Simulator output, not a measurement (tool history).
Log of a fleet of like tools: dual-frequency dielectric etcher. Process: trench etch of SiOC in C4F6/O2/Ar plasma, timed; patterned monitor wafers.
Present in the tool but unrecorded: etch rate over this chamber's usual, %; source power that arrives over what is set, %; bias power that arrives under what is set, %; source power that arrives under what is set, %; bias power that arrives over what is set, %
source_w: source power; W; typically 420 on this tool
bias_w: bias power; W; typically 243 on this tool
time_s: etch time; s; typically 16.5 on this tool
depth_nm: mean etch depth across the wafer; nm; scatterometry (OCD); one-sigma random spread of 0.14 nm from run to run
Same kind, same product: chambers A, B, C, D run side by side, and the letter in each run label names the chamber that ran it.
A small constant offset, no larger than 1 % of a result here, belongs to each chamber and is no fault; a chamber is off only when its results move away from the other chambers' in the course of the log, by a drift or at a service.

| run | hour | source_w | bias_w | time_s | hours since the last wet clean | hours since the last source power generator calibration | hours since the last bias power generator calibration | read-back reference wafer on the same gauge, depth_nm | depth_nm |
|---|---|---|---|---|---|---|---|---|---|
| 1D | 11.8 | 420 | 243 | 16.5 | 142 | 3649.4 | 3731.6 | 40.792 | 38.747 |
| 2C | 27.5 | 420 | 243 | 16.5 | 153.7 | 924.5 | 2160.6 | 40.801 | 38.138 |
| 3A | 37 | 420 | 243 | 16.5 | 231.8 | 67.4 | 668.7 | 40.782 | 38.194 |
| 4B | 49.3 | 420 | 243 | 16.5 | 212.1 | 1972.5 | 1005.2 | 40.802 | 38.41 |
| 5D | 63 | 420 | 243 | 16.5 | 193.2 | 3700.6 | 3782.8 | 40.796 | 38.851 |
|  | 75.4 | chamber C: bias power generator calibrated |
| 6C | 77.8 | 420 | 243 | 16.5 | 204 | 974.8 | 2.5 | 40.802 | 38.34 |
| 7A | 89.6 | 420 | 243 | 13.5 | 284.4 | 120 | 721.3 | 40.763 | 31.423 |
| 8B | 99.8 | 420 | 243 | 13.5 | 262.6 | 2023 | 1055.7 | 40.813 | 31.499 |
| 9C | 109 | 420 | 243 | 13.5 | 235.2 | 1006 | 33.7 | 40.8 | 31.427 |
| 10A | 118.2 | 420 | 243 | 13.5 | 313 | 148.6 | 749.9 | 40.797 | 31.336 |
|  | 131.7 | chamber B: source power generator calibrated |
| 11B | 132.6 | 420 | 243 | 16.5 | 295.4 | 1 | 1088.5 | 40.81 | 38.59 |
| 12D | 144.2 | 420 | 243 | 16.5 | 274.4 | 3781.8 | 3864 | 40.802 | 38.803 |
| 13B | 151.6 | 420 | 243 | 16.5 | 314.4 | 20 | 1107.5 | 40.786 | 38.198 |
| 14A | 160.8 | 420 | 243 | 16.5 | 355.6 | 191.2 | 792.5 | 40.789 | 38.407 |
| 15C | 173.8 | 420 | 243 | 16.5 | 300 | 1070.8 | 98.5 | 40.802 | 38.922 |
| 16D | 187.9 | 420 | 243 | 16.5 | 318.1 | 3825.5 | 3907.7 | 40.829 | 38.93 |
| 17B | 196.7 | 420 | 243 | 16.5 | 359.5 | 65.1 | 1152.6 | 40.801 | 38.184 |
| 18D | 212.4 | 420 | 243 | 16.5 | 342.6 | 3850 | 3932.2 | 40.808 | 38.565 |
| 19C | 226.8 | 420 | 243 | 16.5 | 353 | 1123.8 | 151.5 | 40.849 | 39.144 |
| 20A | 239.8 | 420 | 243 | 16.5 | 434.6 | 270.2 | 871.5 | 40.785 | 38.444 |
| 21B | 253.1 | 420 | 243 | 16.5 | 415.9 | 121.5 | 1209 | 40.815 | 38.258 |
| 22D | 262.5 | 420 | 243 | 16.5 | 392.7 | 3900.1 | 3982.3 | 40.836 | 38.633 |
| 23C | 272.8 | 420 | 243 | 16.5 | 399 | 1169.8 | 197.5 | 40.835 | 39.167 |
| 24A | 283.1 | 420 | 243 | 16.5 | 477.9 | 313.5 | 914.8 | 40.815 | 38.316 |
|  | 283.8 | chamber B: wet clean of the chamber |
| 25D | 294.1 | 450 | 243 | 21 | 424.3 | 3931.7 | 4013.9 | 40.78 | 50.91 |
|  | 301.6 | chamber A: wet clean of the chamber |
| 26A | 306.5 | 450 | 243 | 21 | 4.9 | 336.9 | 938.2 | 40.818 | 50.186 |
| 27C | 320.7 | 450 | 243 | 21 | 446.9 | 1217.7 | 245.4 | 40.795 | 51.663 |
| 28B | 333.2 | 450 | 243 | 21 | 49.4 | 201.6 | 1289.1 | 40.786 | 50.189 |
| 29D | 348.4 | 420 | 243 | 16.5 | 478.6 | 3986 | 4068.2 | 40.808 | 38.661 |
| 30B | 355.5 | 420 | 243 | 16.5 | 71.7 | 223.9 | 1311.4 | 40.786 | 38.424 |
| 31C | 366.7 | 420 | 243 | 16.5 | 492.9 | 1263.7 | 291.4 | 40.793 | 39.875 |
| 32A | 381.3 | 450 | 243 | 14 | 79.7 | 411.7 | 1013 | 40.797 | 33.636 |
| 33A | 392.2 | 450 | 243 | 14 | 90.6 | 422.6 | 1023.9 | 40.79 | 33.358 |
| 34B | 400.3 | 450 | 243 | 14 | 116.5 | 268.7 | 1356.2 | 40.815 | 33.381 |
|  | 403.6 | chamber D: wet clean of the chamber |
| 35C | 409.4 | 450 | 243 | 14 | 535.6 | 1306.4 | 334.1 | 40.813 | 34.922 |
| 36D | 423.3 | 420 | 243 | 16.5 | 19.8 | 4060.9 | 4143.1 | 40.784 | 38.805 |
| 37C | 436.9 | 420 | 243 | 16.5 | 563.1 | 1333.9 | 361.6 | 40.817 | 40.032 |
| 38B | 450 | 420 | 243 | 16.5 | 166.2 | 318.4 | 1405.9 | 40.819 | 38.507 |

Read the log: is a single chamber off, either drifting away or since a service, is the gauge that measures every chamber drifting, or is nothing wrong beyond small per-chamber offsets? Name any odd chamber and what most likely caused it.

It is chamber C that slowly wanders off from its peers.
Cause: etch rate over this chamber's usual, % = 4.99.

Here are 4 candidates for chamber C's next run, each the usual settings with a change, their results left as question marks. Which one brings its results back in line with what the others give on the usual settings?
Counts as in line when no further than this from what the other chambers average on the usual settings: depth_nm 0.49 nm
| 39C-1 | 461.2 | 420 | 275 | 16.5 |  |  |  |  | ? |
| 39C-2 | 461.2 | 380 | 220 | 16.5 |  |  |  |  | ? |
| 39C-3 | 461.2 | 420 | 211 | 16.5 |  |  |  |  | ? |
| 39C-4 | 461.2 | 420 | 303 | 16.5 |  |  |  |  | ? |

On the usual settings, the other chambers give on average: depth_nm 38.49 nm
| run | depth_nm |
|---|---|
| 39C-1 | 41.948 |
| 39C-2 | 37.457 |
| 39C-3 | 38.4 |
| 39C-4 | 43.376 |
39C-3 brings the chamber back in line.
